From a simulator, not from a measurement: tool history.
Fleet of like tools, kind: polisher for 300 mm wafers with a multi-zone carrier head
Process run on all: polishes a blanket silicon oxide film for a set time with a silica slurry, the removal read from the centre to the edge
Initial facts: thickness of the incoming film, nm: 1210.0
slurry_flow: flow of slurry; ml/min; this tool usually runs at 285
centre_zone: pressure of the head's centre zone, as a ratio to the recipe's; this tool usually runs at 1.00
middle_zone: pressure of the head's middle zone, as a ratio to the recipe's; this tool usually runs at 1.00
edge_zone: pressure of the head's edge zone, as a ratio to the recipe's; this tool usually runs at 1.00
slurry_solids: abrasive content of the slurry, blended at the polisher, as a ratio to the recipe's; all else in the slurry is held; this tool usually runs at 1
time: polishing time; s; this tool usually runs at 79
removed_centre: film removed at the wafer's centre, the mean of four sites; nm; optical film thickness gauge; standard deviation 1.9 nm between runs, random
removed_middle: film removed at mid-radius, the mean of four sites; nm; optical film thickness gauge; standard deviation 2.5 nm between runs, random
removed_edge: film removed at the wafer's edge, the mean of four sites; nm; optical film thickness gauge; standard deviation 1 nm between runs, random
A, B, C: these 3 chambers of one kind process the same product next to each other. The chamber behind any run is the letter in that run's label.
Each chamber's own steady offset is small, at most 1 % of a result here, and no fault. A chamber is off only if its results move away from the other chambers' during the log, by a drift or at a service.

run,hour,slurry_flow,centre_zone,middle_zone,edge_zone,slurry_solids,time,wafers polished on this pad,hours since the slurry nozzle was cleaned,hours since the centre zone pressure was calibrated,hours since the edge zone pressure was calibrated,removed_centre,removed_middle,removed_edge
# hour 2.2: chamber C: worn pad replaced by a new one
1B,7.9,285,1.00,1.00,1.00,1,79,496,76.5,946.8,93.2,169.65,166.78,170.88
# hour 8.7: chamber B: worn pad replaced by a new one
2A,14.9,285,1.00,1.00,1.00,1,79,192,82.7,365.0,504.0,169.53,173.53,172.08
3C,21.1,285,1.00,1.00,1.00,1,79,138,174.7,827.0,92.3,169.59,172.31,169.96
# hour 23.7: chamber C: centre zone pressure recalibrated
4C,29.2,285,1.00,1.00,1.00,1,79,198,182.8,5.5,100.4,168.44,167.66,168.61
5A,37.8,285,1.00,1.00,1.00,1,79,360,105.6,387.9,526.9,175.15,173.46,170.15
6B,44.1,285,1.00,1.00,1.00,1,79,259,112.7,983.0,129.4,172.64,172.22,171.76
7A,52.0,285,1.00,1.00,1.00,1,79,463,119.8,402.1,541.1,170.64,170.56,170.27
8C,60.8,285,1.00,1.00,1.00,1,79,429,214.4,37.1,132.0,169.51,170.62,169.16
# hour 64.3: chamber A: worn pad replaced by a new one
9B,66.0,285,1.05,1.00,1.00,1,79,419,134.6,1004.9,151.3,182.30,169.87,172.11
10B,71.1,285,1.05,1.00,1.00,1,79,456,139.7,1010.0,156.4,180.94,172.73,170.05
11A,81.8,285,1.05,1.00,1.00,1,79,128,149.6,431.9,570.9,179.34,176.74,171.50
12C,87.9,285,1.00,0.96,1.00,1,79,627,241.5,64.2,159.1,167.58,161.96,169.03
13A,92.6,285,1.00,0.96,1.00,1,79,207,160.4,442.7,581.7,169.46,168.15,172.27
# hour 94.4: chamber B: worn pad replaced by a new one
14B,101.6,285,1.00,0.96,1.00,1,79,52,170.2,1040.5,186.9,177.77,161.98,172.52
15C,109.8,285,1.00,1.00,1.00,1,79,787,263.4,86.1,181.0,169.87,172.03,167.46
16A,116.0,285,1.00,1.00,1.00,1,79,378,183.8,466.1,605.1,168.42,171.28,170.74
17C,122.2,285,1.00,1.00,1.00,1,79,878,275.8,98.5,193.4,165.59,169.62,168.25
# hour 129.1: chamber C: worn pad replaced by a new one
18B,129.9,285,1.00,1.00,1.00,1,79,259,198.5,1068.8,215.2,176.16,169.01,170.66
19B,136.8,285,1.00,1.00,1.08,1,97,310,205.4,1075.7,222.1,220.26,215.85,219.33
# hour 144.6: chamber A: worn pad replaced by a new one
20A,146.6,285,1.00,1.00,1.08,1,97,15,214.4,496.7,635.7,215.98,216.38,219.50
21C,155.0,285,1.00,1.00,1.08,1,97,189,308.6,131.3,226.2,206.42,209.53,218.82
22A,159.8,285,1.00,1.00,1.00,1,79,111,227.6,509.9,648.9,171.71,172.08,172.03
23B,165.8,285,1.00,1.00,1.00,1,79,522,234.4,1104.7,251.1,176.22,169.80,171.58
# hour 168.0: chamber B: worn pad replaced by a new one
24C,175.9,285,1.00,1.00,1.00,1,79,342,329.5,152.2,247.1,169.97,170.53,170.92
25A,182.4,285,1.00,1.00,1.00,1,79,277,250.2,532.5,671.5,171.72,170.11,173.14
26B,190.9,285,1.00,1.00,1.00,1,79,167,259.5,1129.8,276.2,185.89,171.41,171.91
27C,196.3,285,1.00,1.00,0.89,1,79,491,349.9,172.6,267.5,166.37,169.80,159.76
28B,206.4,285,1.00,1.00,0.89,1,79,281,275.0,1145.3,291.7,180.38,170.49,160.53
29C,211.7,285,1.00,1.00,0.89,1,79,604,365.3,188.0,282.9,169.24,171.34,158.07
30A,221.3,285,1.00,1.00,1.00,1,79,561,289.1,571.4,710.4,171.28,176.82,171.24
31C,230.3,285,1.00,1.00,1.00,1,79,740,383.9,206.6,301.5,166.99,168.99,169.91
32A,237.4,285,1.00,1.00,1.00,1,79,679,305.2,587.5,726.5,173.73,170.75,172.01
# hour 240.9: chamber A: worn pad replaced by a new one
# hour 243.7: chamber B: worn pad replaced by a new one
33B,247.4,285,1.00,1.00,1.00,1,79,27,316.0,1186.3,332.7,188.88,171.78,174.20
34A,257.3,285,1.00,1.00,1.00,1,79,120,325.1,607.4,746.4,169.48,173.37,170.76
35C,262.3,285,0.93,1.00,1.00,1,79,974,415.9,238.6,333.5,156.54,168.52,168.80

Is one chamber out of step, is the gauge drifting, or do the chambers differ by no more than their own small offsets? For an off chamber, give its letter and the likeliest cause.

Little by little, chamber B moves away from the other chambers.
What lies behind it: centre zone's pressure above its setpoint, % = 9.15.

Below are 4 candidate recipes for chamber B's next run, each the usual settings with a change, their results shown as question marks. Which of them brings B's results back in line with what the other chambers give on the usual settings?
In line here means within this much of the mean the other chambers give on the usual settings: removed_centre 6.60 nm; removed_middle 8.60 nm; removed_edge 3.60 nm
36B-1,270.1,275,0.86,1.04,1.04,1,76,,,,,?,?,?
36B-2,270.1,280,0.93,1.02,1.02,1,78,,,,,?,?,?
36B-3,270.1,295,1.16,0.95,0.95,1,83,,,,,?,?,?
36B-4,270.1,290,1.07,0.98,0.98,1,80,,,,,?,?,?

On the usual settings, the other chambers give on average: removed_centre 169.85 nm; removed_middle 170.74 nm; removed_edge 170.37 nm
run,removed_centre,removed_middle,removed_edge
36B-1,153.14,167.98,169.02
36B-2,171.60,169.57,171.96
36B-3,233.20,169.61,177.11
36B-4,205.71,168.05,173.22
The answer is 36B-2, which returns the chamber to within the allowed miss of the others.

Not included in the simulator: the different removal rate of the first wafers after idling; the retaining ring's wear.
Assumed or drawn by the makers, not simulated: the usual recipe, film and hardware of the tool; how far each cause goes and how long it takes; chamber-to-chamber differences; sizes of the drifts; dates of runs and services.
